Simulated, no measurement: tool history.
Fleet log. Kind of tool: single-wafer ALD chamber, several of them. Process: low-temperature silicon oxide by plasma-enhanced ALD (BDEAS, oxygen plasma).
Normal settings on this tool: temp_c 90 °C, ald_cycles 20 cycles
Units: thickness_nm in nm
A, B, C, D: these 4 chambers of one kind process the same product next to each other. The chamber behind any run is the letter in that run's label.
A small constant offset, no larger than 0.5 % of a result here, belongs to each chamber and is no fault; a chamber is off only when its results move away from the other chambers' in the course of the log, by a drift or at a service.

| run | hour | temp_c | ald_cycles | hours since the last thermocouple change | read-back reference wafer on the same gauge, thickness_nm | thickness_nm |
|---|---|---|---|---|---|---|
| 1B | 14.2 | 90 | 20 | 1149.8 | 2.4408 | 2.9774 |
| 2C | 23 | 90 | 20 | 1082.9 | 2.4413 | 2.9487 |
| 3D | 33.1 | 90 | 20 | 85.4 | 2.439 | 2.9493 |
| 4A | 42.8 | 90 | 20 | 190.4 | 2.4418 | 2.9348 |
| 5A | 54 | 90 | 20 | 201.6 | 2.4416 | 2.9799 |
| 6C | 67.9 | 90 | 20 | 1127.8 | 2.4426 | 2.9645 |
| 7D | 83.9 | 90 | 20 | 136.2 | 2.4404 | 2.9755 |
| 8B | 94.8 | 90 | 20 | 1230.4 | 2.4401 | 2.9689 |
| 9A | 109.1 | 90 | 20 | 256.7 | 2.4414 | 2.9494 |
| 10C | 125.7 | 90 | 20 | 1185.6 | 2.4399 | 2.9613 |
| 11D | 133.6 | 90 | 20 | 185.9 | 2.4407 | 2.9592 |
| 12B | 141.2 | 83 | 20 | 1276.8 | 2.442 | 3.0271 |
| 13A | 156.1 | 83 | 20 | 303.7 | 2.4407 | 3.0281 |
| 14C | 171.6 | 83 | 20 | 1231.5 | 2.4403 | 2.9965 |
| 15B | 184 | 83 | 20 | 1319.6 | 2.4421 | 3.0343 |
| 16D | 198.7 | 90 | 20 | 251 | 2.4402 | 2.9748 |
|  | 203 | chamber C: thermocouple changed; heater temperature recalibrated |
| 17D | 209.2 | 90 | 20 | 261.5 | 2.4381 | 2.96 |
| 18A | 222.2 | 90 | 20 | 369.8 | 2.4417 | 2.9397 |
| 19C | 236.6 | 90 | 20 | 33.6 | 2.4399 | 2.9352 |
| 20B | 251.4 | 90 | 20 | 1387 | 2.4404 | 2.9692 |
| 21B | 267.9 | 90 | 20 | 1403.5 | 2.4407 | 2.9954 |
| 22D | 279.1 | 90 | 20 | 331.4 | 2.4415 | 2.9661 |
| 23C | 289.5 | 90 | 20 | 86.5 | 2.4397 | 2.9452 |
| 24A | 305.7 | 90 | 23 | 453.3 | 2.439 | 3.3875 |
| 25C | 314.9 | 90 | 23 | 111.9 | 2.4404 | 3.3763 |
| 26B | 326.7 | 90 | 23 | 1462.3 | 2.4407 | 3.4207 |
| 27D | 339 | 90 | 23 | 391.3 | 2.4403 | 3.4137 |
| 28A | 351.4 | 90 | 20 | 499 | 2.4402 | 2.9479 |
| 29C | 366.1 | 90 | 20 | 163.1 | 2.4401 | 2.955 |
| 30D | 378 | 90 | 20 | 430.3 | 2.4374 | 2.9551 |
| 31B | 390.9 | 90 | 20 | 1526.5 | 2.4376 | 2.9461 |
| 32A | 401.6 | 90 | 20 | 549.2 | 2.4397 | 2.9404 |
| 33A | 409.8 | 90 | 20 | 557.4 | 2.4413 | 2.9638 |
| 34D | 419.1 | 96 | 17 | 471.4 | 2.4415 | 2.4585 |
| 35C | 428.7 | 96 | 17 | 225.7 | 2.4416 | 2.4503 |
| 36B | 442.1 | 96 | 17 | 1577.7 | 2.4397 | 2.4807 |
| 37B | 449.8 | 96 | 17 | 1585.4 | 2.4416 | 2.4973 |
| 38D | 463.9 | 90 | 20 | 516.2 | 2.4405 | 2.9599 |
| 39C | 477.3 | 98 | 17 | 274.3 | 2.4389 | 2.4458 |
| 40A | 490.2 | 98 | 17 | 637.8 | 2.4414 | 2.414 |
| 41C | 501.9 | 98 | 17 | 298.9 | 2.4406 | 2.4238 |
| 42A | 517.1 | 98 | 17 | 664.7 | 2.4406 | 2.4505 |
| 43B | 527.4 | 100 | 17 | 1663 | 2.4411 | 2.4162 |

All chambers now run identical settings, listed one chamber a line with results as question marks. What results will each chamber show?
| 44A | 539.3 | 90 | 20 |  |  | ? |
| 44B | 539.3 | 90 | 20 |  |  | ? |
| 44C | 539.3 | 90 | 20 |  |  | ? |
| 44D | 539.3 | 90 | 20 |  |  | ? |

| run | thickness_nm |
|---|---|
| 44A | 2.964 |
| 44B | 2.9718 |
| 44C | 2.9518 |
| 44D | 2.9468 |
